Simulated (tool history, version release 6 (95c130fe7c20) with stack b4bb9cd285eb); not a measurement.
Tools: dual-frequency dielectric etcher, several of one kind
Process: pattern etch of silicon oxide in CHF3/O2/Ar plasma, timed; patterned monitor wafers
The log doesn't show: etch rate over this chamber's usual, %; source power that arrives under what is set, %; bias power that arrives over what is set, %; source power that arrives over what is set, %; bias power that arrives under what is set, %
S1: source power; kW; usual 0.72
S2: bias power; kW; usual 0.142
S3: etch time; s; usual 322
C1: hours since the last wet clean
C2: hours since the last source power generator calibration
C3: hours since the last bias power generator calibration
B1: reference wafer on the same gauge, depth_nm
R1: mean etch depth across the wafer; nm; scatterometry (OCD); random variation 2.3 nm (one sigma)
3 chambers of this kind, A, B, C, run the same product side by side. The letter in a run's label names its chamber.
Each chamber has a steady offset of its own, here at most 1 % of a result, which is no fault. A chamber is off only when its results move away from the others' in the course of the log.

run 1A hour=4.9 | S1=0.72 S2=0.142 S3=322 | C1=526.3 C2=1672.3 C3=2192.6 | B1=754.1 | R1=628.81
run 2C hour=9.7 | S1=0.72 S2=0.142 S3=322 | C1=570.6 C2=3904.1 C3=546.5 | B1=754.99 | R1=630.21
run 3B hour=15.5 | S1=0.72 S2=0.142 S3=322 | C1=253.2 C2=418.5 C3=286.3 | B1=755.02 | R1=628.57
run 4C hour=20.5 | S1=0.72 S2=0.142 S3=322 | C1=581.4 C2=3914.9 C3=557.3 | B1=755.24 | R1=626.17
run 5A hour=27.7 | S1=0.72 S2=0.142 S3=322 | C1=549.1 C2=1695.1 C3=2215.4 | B1=755.36 | R1=629.42
-- hour=31.8 chamber A: wet clean of the chamber
run 6B hour=32.4 | S1=0.72 S2=0.142 S3=322 | C1=270.1 C2=435.4 C3=303.2 | B1=754.47 | R1=628.23
-- hour=34 chamber C: wet clean of the chamber
run 7A hour=36.4 | S1=0.72 S2=0.142 S3=322 | C1=4.7 C2=1703.8 C3=2224.1 | B1=754.75 | R1=631.04
run 8B hour=43.3 | S1=0.72 S2=0.142 S3=322 | C1=281 C2=446.3 C3=314.1 | B1=754.96 | R1=625.39
run 9C hour=47.2 | S1=0.72 S2=0.142 S3=322 | C1=13.3 C2=3941.6 C3=584 | B1=754.66 | R1=627.8
run 10C hour=50.9 | S1=0.72 S2=0.142 S3=322 | C1=17 C2=3945.3 C3=587.7 | B1=755.15 | R1=630.16
run 11A hour=58.8 | S1=0.72 S2=0.142 S3=322 | C1=27.1 C2=1726.2 C3=2246.5 | B1=754.57 | R1=629.26
run 12B hour=66.8 | S1=0.72 S2=0.142 S3=322 | C1=304.5 C2=469.8 C3=337.6 | B1=755.39 | R1=631.32
run 13C hour=70.8 | S1=0.72 S2=0.142 S3=322 | C1=36.9 C2=3965.2 C3=607.6 | B1=754.33 | R1=628.91
run 14B hour=77.5 | S1=0.72 S2=0.142 S3=322 | C1=315.2 C2=480.5 C3=348.3 | B1=755.6 | R1=629.81
run 15A hour=84.3 | S1=0.72 S2=0.142 S3=322 | C1=52.6 C2=1751.7 C3=2272 | B1=755.1 | R1=632.25
run 16A hour=88.2 | S1=0.72 S2=0.142 S3=322 | C1=56.5 C2=1755.6 C3=2275.9 | B1=754.85 | R1=633.81
run 17C hour=92.4 | S1=0.72 S2=0.142 S3=322 | C1=58.5 C2=3986.8 C3=629.2 | B1=755.3 | R1=628.28
run 18B hour=98.9 | S1=0.72 S2=0.142 S3=322 | C1=336.6 C2=501.9 C3=369.7 | B1=754.96 | R1=627.11
run 19B hour=104.6 | S1=0.72 S2=0.142 S3=322 | C1=342.3 C2=507.6 C3=375.4 | B1=755.8 | R1=631.45
-- hour=108.4 chamber B: wet clean of the chamber
run 20C hour=110.1 | S1=0.72 S2=0.142 S3=322 | C1=76.2 C2=4004.5 C3=646.9 | B1=755.37 | R1=630.77
run 21A hour=114.4 | S1=0.72 S2=0.119 S3=354.5 | C1=82.7 C2=1781.8 C3=2302.1 | B1=755.25 | R1=656.24
run 22C hour=122.5 | S1=0.72 S2=0.119 S3=354.5 | C1=88.6 C2=4016.9 C3=659.3 | B1=754.63 | R1=651.49
run 23B hour=128.1 | S1=0.72 S2=0.119 S3=354.5 | C1=19.7 C2=531.1 C3=398.9 | B1=755.14 | R1=654.05
run 24A hour=133.1 | S1=0.72 S2=0.142 S3=322 | C1=101.4 C2=1800.5 C3=2320.8 | B1=755.48 | R1=632.42
run 25B hour=137.9 | S1=0.72 S2=0.142 S3=322 | C1=29.5 C2=540.9 C3=408.7 | B1=755.15 | R1=628.45
run 26C hour=142.6 | S1=0.72 S2=0.113 S3=322 | C1=108.7 C2=4037 C3=679.4 | B1=755.3 | R1=586.4
run 27A hour=150.4 | S1=0.72 S2=0.113 S3=322 | C1=118.7 C2=1817.8 C3=2338.1 | B1=754.99 | R1=589.27
run 28B hour=156.3 | S1=0.72 S2=0.113 S3=322 | C1=47.9 C2=559.3 C3=427.1 | B1=755.05 | R1=589.29
run 29A hour=164 | S1=0.72 S2=0.142 S3=322 | C1=132.3 C2=1831.4 C3=2351.7 | B1=754.98 | R1=631.11
run 30C hour=171.4 | S1=0.72 S2=0.142 S3=322 | C1=137.5 C2=4065.8 C3=708.2 | B1=755.31 | R1=626.89
run 31A hour=176.5 | S1=0.72 S2=0.142 S3=322 | C1=144.8 C2=1843.9 C3=2364.2 | B1=755.28 | R1=632.44
run 32C hour=184.2 | S1=0.72 S2=0.127 S3=251.5 | C1=150.3 C2=4078.6 C3=721 | B1=754.82 | R1=470.66
run 33B hour=187.8 | S1=0.72 S2=0.127 S3=251.5 | C1=79.4 C2=590.8 C3=458.6 | B1=755.33 | R1=472.84
run 34C hour=193.9 | S1=0.72 S2=0.127 S3=251.5 | C1=160 C2=4088.3 C3=730.7 | B1=754.42 | R1=475.4
run 35B hour=198.3 | S1=0.72 S2=0.142 S3=322 | C1=89.9 C2=601.3 C3=469.1 | B1=755.39 | R1=625.36
run 36A hour=203.6 | S1=0.72 S2=0.142 S3=322 | C1=171.9 C2=1871 C3=2391.3 | B1=754.8 | R1=632.17
run 37C hour=208.9 | S1=0.72 S2=0.142 S3=322 | C1=175 C2=4103.3 C3=745.7 | B1=755.11 | R1=630.64
run 38A hour=216.1 | S1=0.72 S2=0.142 S3=322 | C1=184.4 C2=1883.5 C3=2403.8 | B1=754.67 | R1=632.34
run 39B hour=219.8 | S1=0.72 S2=0.142 S3=322 | C1=111.4 C2=622.8 C3=490.6 | B1=754.61 | R1=628.67
run 40C hour=223.9 | S1=0.72 S2=0.142 S3=322 | C1=190 C2=4118.3 C3=760.7 | B1=755.39 | R1=624.58
run 41A hour=228.5 | S1=0.72 S2=0.142 S3=322 | C1=196.8 C2=1895.9 C3=2416.2 | B1=755.39 | R1=625.92
run 42B hour=235.2 | S1=0.72 S2=0.142 S3=322 | C1=126.8 C2=638.2 C3=506 | B1=755.18 | R1=627.91
run 43B hour=241.1 | S1=0.72 S2=0.142 S3=322 | C1=132.7 C2=644.1 C3=511.9 | B1=755.2 | R1=627.42

Is one chamber off against the others, does the gauge drift, or is nothing wrong? If a chamber is off, say which, and what the likeliest cause is.

No chamber stands off beyond its own small offset, and the gauge holds steady.

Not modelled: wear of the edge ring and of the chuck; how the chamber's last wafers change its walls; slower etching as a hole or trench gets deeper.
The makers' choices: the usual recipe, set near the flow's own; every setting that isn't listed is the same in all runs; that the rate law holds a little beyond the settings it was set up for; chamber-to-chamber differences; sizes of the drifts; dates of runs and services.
